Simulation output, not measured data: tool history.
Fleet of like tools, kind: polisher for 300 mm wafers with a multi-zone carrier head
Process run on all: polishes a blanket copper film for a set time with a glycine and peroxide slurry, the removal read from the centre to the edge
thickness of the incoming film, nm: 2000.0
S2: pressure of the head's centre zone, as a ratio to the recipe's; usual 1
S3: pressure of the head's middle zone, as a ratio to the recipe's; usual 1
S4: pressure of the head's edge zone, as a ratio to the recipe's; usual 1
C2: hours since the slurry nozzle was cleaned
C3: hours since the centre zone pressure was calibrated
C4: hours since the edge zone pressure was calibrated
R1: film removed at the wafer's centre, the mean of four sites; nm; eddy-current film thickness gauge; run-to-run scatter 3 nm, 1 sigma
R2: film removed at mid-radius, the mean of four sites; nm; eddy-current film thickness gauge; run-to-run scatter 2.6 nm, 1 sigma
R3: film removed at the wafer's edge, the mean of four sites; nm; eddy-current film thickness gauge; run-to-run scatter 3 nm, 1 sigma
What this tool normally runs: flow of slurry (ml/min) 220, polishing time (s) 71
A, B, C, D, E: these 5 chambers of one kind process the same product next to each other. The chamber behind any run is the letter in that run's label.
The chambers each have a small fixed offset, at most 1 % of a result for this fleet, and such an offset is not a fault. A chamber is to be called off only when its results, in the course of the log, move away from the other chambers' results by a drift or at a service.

{"run": "1B", "hour": 5.9, "flow of slurry (ml/min)": 220, "S2": 1, "S3": 1, "S4": 1, "polishing time (s)": 71, "wafers polished on this pad": 808, "C2": 631.2, "C3": 285.7, "C4": 522.5, "R1": 290.57, "R2": 288.59, "R3": 292.15}
{"run": "2A", "hour": 12.0, "flow of slurry (ml/min)": 220, "S2": 1, "S3": 1, "S4": 1, "polishing time (s)": 71, "wafers polished on this pad": 366, "C2": 183.7, "C3": 228.9, "C4": 136.3, "R1": 287.92, "R2": 288.55, "R3": 286.25}
{"run": "3E", "hour": 18.9, "flow of slurry (ml/min)": 220, "S2": 1, "S3": 1, "S4": 1, "polishing time (s)": 71, "wafers polished on this pad": 902, "C2": 200.7, "C3": 290.7, "C4": 370.3, "R1": 291.43, "R2": 293.43, "R3": 289.49}
{"hour": 21.6, "done": "chamber B: worn pad replaced by a new one"}
{"run": "4C", "hour": 24.1, "flow of slurry (ml/min)": 220, "S2": 1, "S3": 1, "S4": 1, "polishing time (s)": 71, "wafers polished on this pad": 873, "C2": 508.1, "C3": 1064.4, "C4": 665.7, "R1": 289.82, "R2": 287.59, "R3": 285.53}
{"run": "5D", "hour": 33.3, "flow of slurry (ml/min)": 220, "S2": 1, "S3": 1, "S4": 1, "polishing time (s)": 71, "wafers polished on this pad": 347, "C2": 120.3, "C3": 357.1, "C4": 281.1, "R1": 285.74, "R2": 290.03, "R3": 294.31}
{"run": "6E", "hour": 41.9, "flow of slurry (ml/min)": 220, "S2": 1, "S3": 1, "S4": 1, "polishing time (s)": 71, "wafers polished on this pad": 1118, "C2": 223.7, "C3": 313.7, "C4": 393.3, "R1": 284.39, "R2": 287.34, "R3": 290.89}
{"run": "7A", "hour": 51.4, "flow of slurry (ml/min)": 245, "S2": 1, "S3": 1, "S4": 1, "polishing time (s)": 71, "wafers polished on this pad": 735, "C2": 223.1, "C3": 268.3, "C4": 175.7, "R1": 301.38, "R2": 295.33, "R3": 293.99}
{"run": "8B", "hour": 56.9, "flow of slurry (ml/min)": 245, "S2": 1, "S3": 1, "S4": 1, "polishing time (s)": 71, "wafers polished on this pad": 331, "C2": 682.2, "C3": 336.7, "C4": 573.5, "R1": 298.01, "R2": 292, "R3": 294.87}
{"hour": 62.2, "done": "chamber A: worn pad replaced by a new one"}
{"hour": 68.2, "done": "chamber E: worn pad replaced by a new one"}
{"run": "9D", "hour": 68.3, "flow of slurry (ml/min)": 245, "S2": 1, "S3": 1, "S4": 1, "polishing time (s)": 71, "wafers polished on this pad": 675, "C2": 155.3, "C3": 392.1, "C4": 316.1, "R1": 300.18, "R2": 292.82, "R3": 288.29}
{"run": "10C", "hour": 76.9, "flow of slurry (ml/min)": 245, "S2": 1, "S3": 1, "S4": 1, "polishing time (s)": 71, "wafers polished on this pad": 1368, "C2": 560.9, "C3": 1117.2, "C4": 718.5, "R1": 295.21, "R2": 298.34, "R3": 292.16}
{"hour": 83.5, "done": "chamber A: slurry nozzle cleaned"}
{"run": "11D", "hour": 85.1, "flow of slurry (ml/min)": 245, "S2": 1, "S3": 1, "S4": 1, "polishing time (s)": 71, "wafers polished on this pad": 833, "C2": 172.1, "C3": 408.9, "C4": 332.9, "R1": 293.15, "R2": 299.57, "R3": 300.38}
{"run": "12A", "hour": 94.2, "flow of slurry (ml/min)": 220, "S2": 1, "S3": 1, "S4": 1, "polishing time (s)": 71, "wafers polished on this pad": 300, "C2": 10.8, "C3": 311.1, "C4": 218.5, "R1": 288.41, "R2": 287.25, "R3": 296.44}
{"run": "13E", "hour": 103.7, "flow of slurry (ml/min)": 175, "S2": 1, "S3": 1, "S4": 1, "polishing time (s)": 71, "wafers polished on this pad": 333, "C2": 285.5, "C3": 375.5, "C4": 455.1, "R1": 282.4, "R2": 285.12, "R3": 286.68}
{"run": "14C", "hour": 114.3, "flow of slurry (ml/min)": 175, "S2": 1, "S3": 1, "S4": 1, "polishing time (s)": 71, "wafers polished on this pad": 1719, "C2": 598.3, "C3": 1154.6, "C4": 755.9, "R1": 275.85, "R2": 273.75, "R3": 281.01}
{"run": "15B", "hour": 120.8, "flow of slurry (ml/min)": 175, "S2": 1, "S3": 1, "S4": 1, "polishing time (s)": 71, "wafers polished on this pad": 930, "C2": 746.1, "C3": 400.6, "C4": 637.4, "R1": 278.4, "R2": 280.8, "R3": 278.19}
{"hour": 124.0, "done": "chamber E: slurry nozzle cleaned"}
{"run": "16A", "hour": 128.7, "flow of slurry (ml/min)": 175, "S2": 1, "S3": 1, "S4": 1, "polishing time (s)": 71, "wafers polished on this pad": 623, "C2": 45.3, "C3": 345.6, "C4": 253, "R1": 279.7, "R2": 281.04, "R3": 281.58}
{"hour": 132.9, "done": "chamber B: worn pad replaced by a new one"}
{"run": "17D", "hour": 140.2, "flow of slurry (ml/min)": 175, "S2": 1, "S3": 1, "S4": 1, "polishing time (s)": 71, "wafers polished on this pad": 1349, "C2": 227.2, "C3": 464, "C4": 388, "R1": 277.9, "R2": 278.95, "R3": 285.72}
{"hour": 143.2, "done": "chamber A: worn pad replaced by a new one"}
{"hour": 144.8, "done": "chamber E: centre zone pressure recalibrated"}
{"run": "18B", "hour": 149.9, "flow of slurry (ml/min)": 220, "S2": 1, "S3": 1, "S4": 1, "polishing time (s)": 71, "wafers polished on this pad": 159, "C2": 775.2, "C3": 429.7, "C4": 666.5, "R1": 291.75, "R2": 295.22, "R3": 292.72}
{"run": "19C", "hour": 160.4, "flow of slurry (ml/min)": 220, "S2": 1, "S3": 1, "S4": 1, "polishing time (s)": 71, "wafers polished on this pad": 2151, "C2": 644.4, "C3": 1200.7, "C4": 802, "R1": 277.8, "R2": 280.14, "R3": 279.58}
{"hour": 161.4, "done": "chamber D: worn pad replaced by a new one"}
{"run": "20E", "hour": 170.0, "flow of slurry (ml/min)": 220, "S2": 1, "S3": 1, "S4": 1, "polishing time (s)": 71, "wafers polished on this pad": 954, "C2": 46, "C3": 25.3, "C4": 521.4, "R1": 296.52, "R2": 289.38, "R3": 289.18}
{"run": "21A", "hour": 177.0, "flow of slurry (ml/min)": 220, "S2": 1, "S3": 1, "S4": 1, "polishing time (s)": 71, "wafers polished on this pad": 316, "C2": 93.6, "C3": 393.9, "C4": 301.3, "R1": 294.7, "R2": 292.07, "R3": 290.89}
{"run": "22C", "hour": 185.5, "flow of slurry (ml/min)": 220, "S2": 1, "S3": 1, "S4": 1, "polishing time (s)": 71, "wafers polished on this pad": 2386, "C2": 669.5, "C3": 1225.8, "C4": 827.1, "R1": 284, "R2": 278.4, "R3": 276.85}
{"run": "23B", "hour": 191.3, "flow of slurry (ml/min)": 220, "S2": 1, "S3": 1, "S4": 1, "polishing time (s)": 71, "wafers polished on this pad": 547, "C2": 816.6, "C3": 471.1, "C4": 707.9, "R1": 292.26, "R2": 293.05, "R3": 290.13}
{"hour": 195.2, "done": "chamber B: slurry nozzle cleaned"}
{"hour": 201.5, "done": "chamber E: worn pad replaced by a new one"}
{"run": "24D", "hour": 202.8, "flow of slurry (ml/min)": 220, "S2": 1, "S3": 1, "S4": 1, "polishing time (s)": 71, "wafers polished on this pad": 388, "C2": 289.8, "C3": 526.6, "C4": 450.6, "R1": 291.62, "R2": 291.68, "R3": 287.4}
{"hour": 205.6, "done": "chamber B: edge zone pressure recalibrated"}
{"run": "25E", "hour": 211.7, "flow of slurry (ml/min)": 220, "S2": 1, "S3": 1, "S4": 1, "polishing time (s)": 71, "wafers polished on this pad": 95, "C2": 87.7, "C3": 67, "C4": 563.1, "R1": 293.88, "R2": 293.58, "R3": 292.66}
{"run": "26B", "hour": 217.1, "flow of slurry (ml/min)": 220, "S2": 1, "S3": 1, "S4": 1, "polishing time (s)": 71, "wafers polished on this pad": 789, "C2": 22, "C3": 496.9, "C4": 11.6, "R1": 295.83, "R2": 290.76, "R3": 290.55}
{"hour": 220.7, "done": "chamber A: worn pad replaced by a new one"}
{"run": "27D", "hour": 224.7, "flow of slurry (ml/min)": 220, "S2": 1, "S3": 1.05, "S4": 0.93, "polishing time (s)": 71, "wafers polished on this pad": 593, "C2": 311.7, "C3": 548.5, "C4": 472.5, "R1": 290.18, "R2": 300.08, "R3": 282.05}
{"run": "28C", "hour": 231.4, "flow of slurry (ml/min)": 220, "S2": 1, "S3": 1.05, "S4": 0.93, "polishing time (s)": 71, "wafers polished on this pad": 2816, "C2": 715.4, "C3": 1271.7, "C4": 873, "R1": 271.87, "R2": 284.61, "R3": 263.38}
{"hour": 234.1, "done": "chamber B: worn pad replaced by a new one"}
{"run": "29A", "hour": 239.1, "flow of slurry (ml/min)": 220, "S2": 1, "S3": 1.05, "S4": 0.93, "polishing time (s)": 71, "wafers polished on this pad": 172, "C2": 155.7, "C3": 456, "C4": 363.4, "R1": 294.67, "R2": 305.02, "R3": 282.73}
{"run": "30E", "hour": 246.8, "flow of slurry (ml/min)": 220, "S2": 1, "S3": 1.05, "S4": 0.93, "polishing time (s)": 71, "wafers polished on this pad": 424, "C2": 122.8, "C3": 102.1, "C4": 598.2, "R1": 285.11, "R2": 304.13, "R3": 282.68}
{"run": "31B", "hour": 257.9, "flow of slurry (ml/min)": 220, "S2": 1, "S3": 1.05, "S4": 0.93, "polishing time (s)": 71, "wafers polished on this pad": 223, "C2": 62.8, "C3": 537.7, "C4": 52.4, "R1": 290.17, "R2": 307.03, "R3": 284.38}
{"run": "32E", "hour": 266.2, "flow of slurry (ml/min)": 220, "S2": 1, "S3": 1, "S4": 1, "polishing time (s)": 71, "wafers polished on this pad": 606, "C2": 142.2, "C3": 121.5, "C4": 617.6, "R1": 290.21, "R2": 289.29, "R3": 290.54}
{"run": "33D", "hour": 273.8, "flow of slurry (ml/min)": 220, "S2": 1, "S3": 1, "S4": 1, "polishing time (s)": 71, "wafers polished on this pad": 1053, "C2": 360.8, "C3": 597.6, "C4": 521.6, "R1": 290.57, "R2": 292.81, "R3": 285.32}
{"hour": 278.2, "done": "chamber A: edge zone pressure recalibrated"}
{"run": "34C", "hour": 282.6, "flow of slurry (ml/min)": 220, "S2": 1, "S3": 1, "S4": 1, "polishing time (s)": 71, "wafers polished on this pad": 3296, "C2": 766.6, "C3": 1322.9, "C4": 924.2, "R1": 266.66, "R2": 268.11, "R3": 264.75}
{"hour": 284.7, "done": "chamber E: edge zone pressure recalibrated"}
{"run": "35A", "hour": 291.2, "flow of slurry (ml/min)": 220, "S2": 1, "S3": 1, "S4": 1, "polishing time (s)": 71, "wafers polished on this pad": 660, "C2": 207.8, "C3": 508.1, "C4": 13, "R1": 292.12, "R2": 290.6, "R3": 294.3}
{"run": "36E", "hour": 303.0, "flow of slurry (ml/min)": 220, "S2": 1, "S3": 1, "S4": 1, "polishing time (s)": 71, "wafers polished on this pad": 951, "C2": 179, "C3": 158.3, "C4": 18.4, "R1": 292.1, "R2": 291.35, "R3": 290.77}
{"hour": 303.2, "done": "chamber A: worn pad replaced by a new one"}
{"run": "37A", "hour": 310.6, "flow of slurry (ml/min)": 220, "S2": 1, "S3": 1, "S4": 0.92, "polishing time (s)": 71, "wafers polished on this pad": 70, "C2": 227.2, "C3": 527.5, "C4": 32.4, "R1": 293.71, "R2": 290.28, "R3": 275.21}

All chambers now run identical settings, listed one chamber a line with results as question marks. What results will each chamber show?
{"run": "38A", "hour": 319.1, "flow of slurry (ml/min)": 220, "S2": 1, "S3": 1, "S4": 1.05, "polishing time (s)": 71, "R1": "?", "R2": "?", "R3": "?"}
{"run": "38B", "hour": 319.1, "flow of slurry (ml/min)": 220, "S2": 1, "S3": 1, "S4": 1.05, "polishing time (s)": 71, "R1": "?", "R2": "?", "R3": "?"}
{"run": "38C", "hour": 319.1, "flow of slurry (ml/min)": 220, "S2": 1, "S3": 1, "S4": 1.05, "polishing time (s)": 71, "R1": "?", "R2": "?", "R3": "?"}
{"run": "38D", "hour": 319.1, "flow of slurry (ml/min)": 220, "S2": 1, "S3": 1, "S4": 1.05, "polishing time (s)": 71, "R1": "?", "R2": "?", "R3": "?"}
{"run": "38E", "hour": 319.1, "flow of slurry (ml/min)": 220, "S2": 1, "S3": 1, "S4": 1.05, "polishing time (s)": 71, "R1": "?", "R2": "?", "R3": "?"}

run=38A R1=295.69 R2=287.33 R3=297.04
run=38B R1=290.56 R2=291.85 R3=298.87
run=38C R1=257.03 R2=264.74 R3=267.89
run=38D R1=291.8 R2=294.69 R3=292.91
run=38E R1=289.86 R2=285.51 R3=304.41
